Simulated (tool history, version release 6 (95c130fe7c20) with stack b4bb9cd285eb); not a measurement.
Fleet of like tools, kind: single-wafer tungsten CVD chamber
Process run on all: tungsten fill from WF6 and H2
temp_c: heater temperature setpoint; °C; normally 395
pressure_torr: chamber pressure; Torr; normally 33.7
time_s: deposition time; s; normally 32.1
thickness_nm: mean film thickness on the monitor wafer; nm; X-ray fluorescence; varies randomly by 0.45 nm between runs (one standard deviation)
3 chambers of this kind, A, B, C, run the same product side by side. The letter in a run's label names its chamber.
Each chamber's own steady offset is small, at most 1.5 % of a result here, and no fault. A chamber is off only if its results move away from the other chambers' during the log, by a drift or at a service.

run	hour	temp_c	pressure_torr	time_s	read-back reference wafer on the same gauge, thickness_nm	thickness_nm
1B	3.3	395	33.7	32.1	94.767	89.685
2C	6.1	395	33.7	32.1	94.633	90.339
3A	9.2	395	33.7	32.1	94.693	89.012
4A	11.6	395	33.7	32.1	94.833	88.388
5C	15.4	395	33.7	32.1	94.802	90.178
6B	20.4	395	33.7	32.1	94.726	89.941
7C	24.6	395	33.7	32.1	94.717	90.234
8A	26.8	395	30.1	32.1	94.711	84.198
9B	29.2	395	30.1	32.1	94.765	84.81
10C	34.1	395	30.1	32.1	94.619	85.15
11A	38.3	395	33.7	32.1	94.655	89.188
12B	41.6	405	33.7	26	94.673	86.617
13A	46	405	33.7	26	94.773	85.667
14C	50.6	405	33.7	26	94.764	87.565
# hour 52.7: chamber C: capacitance manometer re-zeroed and calibrated
15B	52.8	395	33.7	32.1	94.655	89.806
16B	57	395	33.7	32.1	94.716	89.028
17A	61.6	395	33.7	32.1	94.817	88.58
18C	65.5	395	33.7	32.1	94.753	89.612
19C	67.8	395	33.7	38.3	94.783	107.09
20A	70.9	395	33.7	38.3	94.784	106.14

Each of the 3 chambers runs these same settings next. Fill in every chamber's results:
21A	74.5	395	33.7	29.5		?
21B	74.5	395	33.7	29.5		?
21C	74.5	395	33.7	29.5		?

run	thickness_nm
21A	81.398
21B	81.506
21C	83.156

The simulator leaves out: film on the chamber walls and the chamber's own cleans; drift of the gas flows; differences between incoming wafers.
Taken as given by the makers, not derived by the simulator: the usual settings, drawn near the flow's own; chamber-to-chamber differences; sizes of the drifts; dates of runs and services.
